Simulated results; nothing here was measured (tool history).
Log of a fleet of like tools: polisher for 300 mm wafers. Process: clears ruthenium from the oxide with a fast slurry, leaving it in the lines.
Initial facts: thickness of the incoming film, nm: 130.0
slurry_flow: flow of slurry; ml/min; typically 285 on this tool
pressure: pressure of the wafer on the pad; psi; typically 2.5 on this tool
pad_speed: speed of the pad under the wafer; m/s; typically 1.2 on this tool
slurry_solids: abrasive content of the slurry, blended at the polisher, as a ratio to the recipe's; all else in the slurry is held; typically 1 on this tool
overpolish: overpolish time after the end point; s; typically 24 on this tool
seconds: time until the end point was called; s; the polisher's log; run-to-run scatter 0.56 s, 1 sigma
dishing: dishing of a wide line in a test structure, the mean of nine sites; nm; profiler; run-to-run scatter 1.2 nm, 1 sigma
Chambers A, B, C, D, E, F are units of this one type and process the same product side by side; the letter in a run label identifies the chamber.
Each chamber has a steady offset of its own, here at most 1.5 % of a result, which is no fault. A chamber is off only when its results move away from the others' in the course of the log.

run,hour,slurry_flow,pressure,pad_speed,slurry_solids,overpolish,seconds,dishing
# hour 3.2: chamber B: head pressure recalibrated
1C,5.3,285,2.5,1.2,1,24,34.933,64.417
2E,13.7,285,2.5,1.2,1,24,35.931,62.987
3B,19.2,285,2.5,1.2,1,24,34.811,63.763
4F,30.1,285,2.5,1.2,1,24,34.909,64.116
5A,38.1,285,2.5,1.2,1,24,34.817,62.523
# hour 38.2: chamber B: worn pad replaced by a new one
# hour 40.7: chamber D: worn pad replaced by a new one
6D,43.5,285,2.5,1.2,1,24,34.304,66.187
7F,49.1,285,2.5,1.2,1,24,34.329,66.418
# hour 49.6: chamber F: worn pad replaced by a new one
# hour 52.5: chamber A: worn pad replaced by a new one
# hour 55.8: chamber B: slurry blender recalibrated
8D,59.4,285,2.5,1.2,1,24,34.264,67.027
# hour 64.3: chamber C: worn pad replaced by a new one
9A,66.6,285,2.5,1.2,1,24,34.348,65.412
# hour 66.8: chamber F: slurry blender recalibrated
# hour 69.2: chamber E: worn pad replaced by a new one
10C,75.8,285,2.5,1.2,1,24,35.783,62.905
11B,82.9,285,2.5,1.2,1,24,34.368,66.101
12E,88.9,285,2.5,1.2,1,24,33.773,65.125
13B,97.2,285,2.2,1.2,1,24,39.521,57.412
# hour 100.5: chamber D: worn pad replaced by a new one
# hour 103.4: chamber B: worn pad replaced by a new one
14E,104.8,285,2.2,1.2,1,24,38.898,58.304
15F,111.9,285,2.2,1.2,1,24,39.488,58.782
16D,117.8,285,2.2,1.2,1,24,40.668,59.371
17A,123.4,285,2.2,1.2,1,24,40.066,57.587
18C,130.3,285,2.2,1.2,1,24,38.794,59.426
# hour 135.2: chamber F: worn pad replaced by a new one
19A,141.7,285,2.5,1.2,1,24,35.08,62.316
# hour 142.3: chamber D: slurry blender recalibrated
20F,148.8,285,2.5,1.2,1,24,33.322,64.48
# hour 152.2: chamber A: slurry nozzle cleaned
# hour 153: chamber C: worn pad replaced by a new one
# hour 153.6: chamber E: worn pad replaced by a new one
# hour 156.5: chamber B: slurry nozzle cleaned
# hour 157.3: chamber A: worn pad replaced by a new one
21E,160.2,285,2.5,1.2,1,24,35.034,64.555
# hour 161.1: chamber D: worn pad replaced by a new one
# hour 164: chamber B: worn pad replaced by a new one
22C,166.3,285,2.5,1.2,1,24,33.646,65.152
23D,176,285,2.5,1.2,1,24,35.703,66.173
24B,182.1,285,2.5,1.2,1,24,33.059,63.003
25B,188.2,285,2.5,1.2,1,24,34.286,63.666
26A,198.5,285,1.7,1.2,1,30,53.278,53.957
27C,205.1,285,1.7,1.2,1,30,51.214,57.235
# hour 206.9: chamber E: head pressure recalibrated
28F,216.6,285,1.7,1.2,1,30,49.131,59.33
# hour 222.6: chamber F: slurry blender recalibrated
29D,223,285,1.7,1.2,1,30,51.517,56.906
# hour 225.8: chamber D: worn pad replaced by a new one
# hour 229.9: chamber B: worn pad replaced by a new one
30E,230.8,285,1.7,1.2,1,30,51.36,55.663
# hour 233.9: chamber C: worn pad replaced by a new one
31C,236.5,285,1.7,1.2,1,30,51.465,56.631
# hour 238.9: chamber E: worn pad replaced by a new one
# hour 243.4: chamber B: slurry blender recalibrated
32E,246.8,285,2.5,1.2,1,24,34.55,61.743
# hour 247: chamber F: worn pad replaced by a new one
# hour 247.6: chamber A: worn pad replaced by a new one
33B,257.3,285,1.7,1.2,1,18,49.184,36.851
34D,263.7,285,1.7,1.2,1,18,52.125,37.905
35F,272.3,285,1.7,1.2,1,18,50.619,36.72
36A,283.6,285,1.7,1.2,1,18,59.476,33.374
37B,292.2,285,1.7,1.2,1,18,51.424,37.393
# hour 293.9: chamber B: worn pad replaced by a new one
# hour 297.9: chamber E: slurry blender recalibrated
38F,298.5,285,1.7,1.2,1,18,50.723,36.028
# hour 303.9: chamber D: worn pad replaced by a new one
39E,304.2,285,2.5,1.2,1,24,35.064,62.876
# hour 312.6: chamber C: worn pad replaced by a new one
40C,315.6,285,2.9,1.2,1,24,29.499,70.814
# hour 321.4: chamber D: slurry blender recalibrated
41A,325.8,285,2.9,1.2,1,24,34.753,64.558
# hour 327.5: chamber F: head pressure recalibrated
42D,337,285,2.9,1.2,1,24,30.343,71.477
# hour 337.5: chamber F: worn pad replaced by a new one
43B,343.5,285,2.9,1.2,1,24,30.267,72.185
44F,352,285,2.9,1.2,1,24,29.125,71.291

Next, all 6 chambers run the settings below, one line each with question marks for the results. What does each chamber give?
45A,360.2,285,2.5,1.2,1,24,?,?
45B,360.2,285,2.5,1.2,1,24,?,?
45C,360.2,285,2.5,1.2,1,24,?,?
45D,360.2,285,2.5,1.2,1,24,?,?
45E,360.2,285,2.5,1.2,1,24,?,?
45F,360.2,285,2.5,1.2,1,24,?,?

run,seconds,dishing
45A,41.896,53.961
45B,34.305,65.322
45C,34.574,63.913
45D,35.091,66.61
45E,34.684,63.375
45F,34.244,63.953

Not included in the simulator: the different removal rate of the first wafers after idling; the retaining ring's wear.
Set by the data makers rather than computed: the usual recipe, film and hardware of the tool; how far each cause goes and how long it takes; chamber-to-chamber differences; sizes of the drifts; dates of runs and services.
